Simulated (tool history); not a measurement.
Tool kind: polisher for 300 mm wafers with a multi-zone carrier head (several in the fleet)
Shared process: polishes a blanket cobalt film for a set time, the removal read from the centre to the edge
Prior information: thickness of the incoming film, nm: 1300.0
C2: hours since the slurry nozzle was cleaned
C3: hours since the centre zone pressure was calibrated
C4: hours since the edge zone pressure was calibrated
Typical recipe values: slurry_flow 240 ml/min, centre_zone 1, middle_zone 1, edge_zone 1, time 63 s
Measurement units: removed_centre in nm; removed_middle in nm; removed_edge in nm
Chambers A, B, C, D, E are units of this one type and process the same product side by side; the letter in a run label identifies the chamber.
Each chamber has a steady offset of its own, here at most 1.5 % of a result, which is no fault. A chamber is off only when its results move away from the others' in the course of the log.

Run 1E, hour 5.9: usual settings; wafers polished on this pad 295; C2 89.6; C3 732.7; C4 690.4. Result: removed_centre 501.63 nm, removed_middle 520.7 nm, removed_edge 508.32 nm.
Run 2C, hour 11.2: usual settings; wafers polished on this pad 153; C2 428.5; C3 598.5; C4 156.7. Result: removed_centre 512.95 nm, removed_middle 518.38 nm, removed_edge 508.22 nm.
Run 3B, hour 19.3: usual settings; wafers polished on this pad 840; C2 140; C3 413.3; C4 123.8. Result: removed_centre 512.39 nm, removed_middle 513.96 nm, removed_edge 504.57 nm.
Run 4A, hour 25.5: usual settings; wafers polished on this pad 273; C2 584.9; C3 439.6; C4 240.9. Result: removed_centre 502.07 nm, removed_middle 511.06 nm, removed_edge 509.48 nm.
Run 5D, hour 34.1: usual settings; wafers polished on this pad 1049; C2 95.2; C3 228.1; C4 166.7. Result: removed_centre 506.99 nm, removed_middle 509.64 nm, removed_edge 516.08 nm.
Run 6E, hour 40.4: usual settings; wafers polished on this pad 562; C2 124.1; C3 767.2; C4 724.9. Result: removed_centre 508.95 nm, removed_middle 517.25 nm, removed_edge 505.48 nm.
Run 7B, hour 49: usual settings; wafers polished on this pad 1070; C2 169.7; C3 443; C4 153.5. Result: removed_centre 514.65 nm, removed_middle 505.31 nm, removed_edge 502.5 nm.
At hour 51.3: chamber D: worn pad replaced by a new one.
Run 8D, hour 53.9: usual settings; wafers polished on this pad 20; C2 115; C3 247.9; C4 186.5. Result: removed_centre 514.77 nm, removed_middle 511.63 nm, removed_edge 512.33 nm.
At hour 56.4: chamber B: worn pad replaced by a new one.
Run 9A, hour 62.1: usual settings but slurry_flow 180 ml/min, time 77 s; wafers polished on this pad 557; C2 621.5; C3 476.2; C4 277.5. Result: removed_centre 590.1 nm, removed_middle 609.63 nm, removed_edge 605.24 nm.
Run 10C, hour 69.1: usual settings but slurry_flow 180 ml/min, time 77 s; wafers polished on this pad 602; C2 486.4; C3 656.4; C4 214.6. Result: removed_centre 610.88 nm, removed_middle 596.75 nm, removed_edge 605.89 nm.
Run 11E, hour 74.7: usual settings but slurry_flow 180 ml/min, time 77 s; wafers polished on this pad 828; C2 158.4; C3 801.5; C4 759.2. Result: removed_centre 583.69 nm, removed_middle 602.92 nm, removed_edge 611.07 nm.
Run 12C, hour 81.1: usual settings but slurry_flow 180 ml/min, time 77 s; wafers polished on this pad 695; C2 498.4; C3 668.4; C4 226.6. Result: removed_centre 596.41 nm, removed_middle 585.81 nm, removed_edge 604.09 nm.
Run 13B, hour 85.4: usual settings but slurry_flow 180 ml/min, time 77 s; wafers polished on this pad 225; C2 206.1; C3 479.4; C4 189.9. Result: removed_centre 589.31 nm, removed_middle 607.84 nm, removed_edge 586.57 nm.
At hour 89.4: chamber A: worn pad replaced by a new one.
Run 14A, hour 94.6: usual settings but centre_zone 0.94, edge_zone 0.92; wafers polished on this pad 40; C2 654; C3 508.7; C4 310. Result: removed_centre 475.05 nm, removed_middle 498.22 nm, removed_edge 490.15 nm.
Run 15D, hour 100.8: usual settings but centre_zone 0.94, edge_zone 0.92; wafers polished on this pad 384; C2 161.9; C3 294.8; C4 233.4. Result: removed_centre 475.08 nm, removed_middle 503.06 nm, removed_edge 487.13 nm.
At hour 105: chamber E: worn pad replaced by a new one.
Run 16D, hour 107.3: usual settings but centre_zone 0.94, edge_zone 0.92; wafers polished on this pad 434; C2 168.4; C3 301.3; C4 239.9. Result: removed_centre 474.1 nm, removed_middle 499.31 nm, removed_edge 490.24 nm.
Run 17E, hour 111.5: usual settings but centre_zone 0.94, edge_zone 0.92; wafers polished on this pad 50; C2 195.2; C3 838.3; C4 796. Result: removed_centre 484.07 nm, removed_middle 526.97 nm, removed_edge 495.18 nm.
Run 18C, hour 120.3: usual settings but centre_zone 0.94, edge_zone 0.92; wafers polished on this pad 999; C2 537.6; C3 707.6; C4 265.8. Result: removed_centre 480.58 nm, removed_middle 497.07 nm, removed_edge 473.14 nm.
Run 19A, hour 126: usual settings but centre_zone 0.89, time 71 s; wafers polished on this pad 284; C2 685.4; C3 540.1; C4 341.4. Result: removed_centre 504.2 nm, removed_middle 572.33 nm, removed_edge 575.69 nm.
Run 20B, hour 131.9: usual settings but centre_zone 0.89, time 71 s; wafers polished on this pad 585; C2 252.6; C3 525.9; C4 236.4. Result: removed_centre 515.7 nm, removed_middle 584.37 nm, removed_edge 574.38 nm.
Run 21B, hour 141.2: usual settings but centre_zone 0.89, time 71 s; wafers polished on this pad 658; C2 261.9; C3 535.2; C4 245.7. Result: removed_centre 498.76 nm, removed_middle 581.2 nm, removed_edge 564.52 nm.
Run 22A, hour 149.5: usual settings but centre_zone 0.89, time 71 s; wafers polished on this pad 466; C2 708.9; C3 563.6; C4 364.9. Result: removed_centre 497.61 nm, removed_middle 570.69 nm, removed_edge 576.35 nm.
Run 23D, hour 156.5: usual settings but centre_zone 0.89, time 71 s; wafers polished on this pad 815; C2 217.6; C3 350.5; C4 289.1. Result: removed_centre 511.2 nm, removed_middle 567.83 nm, removed_edge 579.7 nm.
Run 24C, hour 162.9: usual settings; wafers polished on this pad 1329; C2 580.2; C3 750.2; C4 308.4. Result: removed_centre 507.02 nm, removed_middle 504.37 nm, removed_edge 499.62 nm.
At hour 166.1: chamber C: worn pad replaced by a new one.
Run 25E, hour 167.5: usual settings; wafers polished on this pad 485; C2 251.2; C3 894.3; C4 852. Result: removed_centre 493.23 nm, removed_middle 512.54 nm, removed_edge 509.48 nm.
At hour 174.1: chamber A: centre zone pressure recalibrated.
Run 26E, hour 176.4: usual settings; wafers polished on this pad 554; C2 260.1; C3 903.2; C4 860.9. Result: removed_centre 498.98 nm, removed_middle 497.3 nm, removed_edge 514.04 nm.
At hour 180.4: chamber A: slurry nozzle cleaned.
At hour 182.8: chamber B: worn pad replaced by a new one.
Run 27C, hour 182.9: usual settings; wafers polished on this pad 130; C2 600.2; C3 770.2; C4 328.4. Result: removed_centre 515.29 nm, removed_middle 499.79 nm, removed_edge 510.36 nm.
At hour 189: chamber C: centre zone pressure recalibrated.
At hour 190.6: chamber A: worn pad replaced by a new one.
Run 28D, hour 192.2: usual settings; wafers polished on this pad 1092; C2 253.3; C3 386.2; C4 324.8. Result: removed_centre 506.54 nm, removed_middle 496.38 nm, removed_edge 509.41 nm.
Run 29B, hour 197.1: usual settings; wafers polished on this pad 111; C2 317.8; C3 591.1; C4 301.6. Result: removed_centre 507.22 nm, removed_middle 517.71 nm, removed_edge 499.86 nm.
Run 30A, hour 202.6: usual settings; wafers polished on this pad 93; C2 22.2; C3 28.5; C4 418. Result: removed_centre 462.56 nm, removed_middle 520.4 nm, removed_edge 508.22 nm.
At hour 205.6: chamber D: worn pad replaced by a new one.
At hour 207: chamber D: slurry nozzle cleaned.
Run 31C, hour 210.4: usual settings but middle_zone 0.92, time 51 s; wafers polished on this pad 344; C2 627.7; C3 21.4; C4 355.9. Result: removed_centre 413.04 nm, removed_middle 369.81 nm, removed_edge 407.73 nm.
Run 32A, hour 216: usual settings but middle_zone 0.92, time 51 s; wafers polished on this pad 197; C2 35.6; C3 41.9; C4 431.4. Result: removed_centre 381.81 nm, removed_middle 375.22 nm, removed_edge 414.51 nm.
Run 33E, hour 223.1: usual settings but middle_zone 0.92, time 51 s; wafers polished on this pad 916; C2 306.8; C3 949.9; C4 907.6. Result: removed_centre 418.97 nm, removed_middle 380.03 nm, removed_edge 410.59 nm.
Run 34B, hour 228.7: usual settings but middle_zone 0.92, time 51 s; wafers polished on this pad 356; C2 349.4; C3 622.7; C4 333.2. Result: removed_centre 415.4 nm, removed_middle 382.37 nm, removed_edge 412.26 nm.
At hour 230.3: chamber E: edge zone pressure recalibrated.
Run 35D, hour 236.4: usual settings but middle_zone 0.92, time 51 s; wafers polished on this pad 239; C2 29.5; C3 430.4; C4 369. Result: removed_centre 405.17 nm, removed_middle 379.1 nm, removed_edge 409.34 nm.
Run 36C, hour 241.7: usual settings; wafers polished on this pad 586; C2 659; C3 52.7; C4 387.2. Result: removed_centre 510.1 nm, removed_middle 505.31 nm, removed_edge 497.69 nm.
Run 37E, hour 246.9: usual settings; wafers polished on this pad 1100; C2 330.6; C3 973.7; C4 16.6. Result: removed_centre 511.69 nm, removed_middle 505.74 nm, removed_edge 514.33 nm.
At hour 252.1: chamber E: worn pad replaced by a new one.
Run 38A, hour 253.8: usual settings; wafers polished on this pad 490; C2 73.4; C3 79.7; C4 469.2. Result: removed_centre 468.04 nm, removed_middle 522.09 nm, removed_edge 515.11 nm.
Run 39D, hour 263.2: usual settings; wafers polished on this pad 446; C2 56.3; C3 457.2; C4 395.8. Result: removed_centre 516.92 nm, removed_middle 506.59 nm, removed_edge 513.84 nm.
Run 40B, hour 270.7: usual settings; wafers polished on this pad 682; C2 391.4; C3 664.7; C4 375.2. Result: removed_centre 505.7 nm, removed_middle 507.01 nm, removed_edge 495.15 nm.
Run 41C, hour 279: usual settings; wafers polished on this pad 876; C2 696.3; C3 90; C4 424.5. Result: removed_centre 498.23 nm, removed_middle 507.64 nm, removed_edge 499.03 nm.
Run 42E, hour 283.4: usual settings but edge_zone 0.93; wafers polished on this pad 242; C2 367.1; C3 1010.2; C4 53.1. Result: removed_centre 500 nm, removed_middle 514.98 nm, removed_edge 489.35 nm.

Each of the 5 chambers runs these same settings next. Fill in every chamber's results:
Run 43A, hour 290.1: usual settings but time 44 s. Result: removed_centre ?, removed_middle ?, removed_edge ?.
Run 43B, hour 290.1: usual settings but time 44 s. Result: removed_centre ?, removed_middle ?, removed_edge ?.
Run 43C, hour 290.1: usual settings but time 44 s. Result: removed_centre ?, removed_middle ?, removed_edge ?.
Run 43D, hour 290.1: usual settings but time 44 s. Result: removed_centre ?, removed_middle ?, removed_edge ?.
Run 43E, hour 290.1: usual settings but time 44 s. Result: removed_centre ?, removed_middle ?, removed_edge ?.

run  removed_centre  removed_middle  removed_edge
43A          327.66          357.84        357.66
43B          356.59          361.26        353.26
43C           346.3          347.74        355.21
43D          361.13          352.58        359.35
43E          359.03          350.75        357.01

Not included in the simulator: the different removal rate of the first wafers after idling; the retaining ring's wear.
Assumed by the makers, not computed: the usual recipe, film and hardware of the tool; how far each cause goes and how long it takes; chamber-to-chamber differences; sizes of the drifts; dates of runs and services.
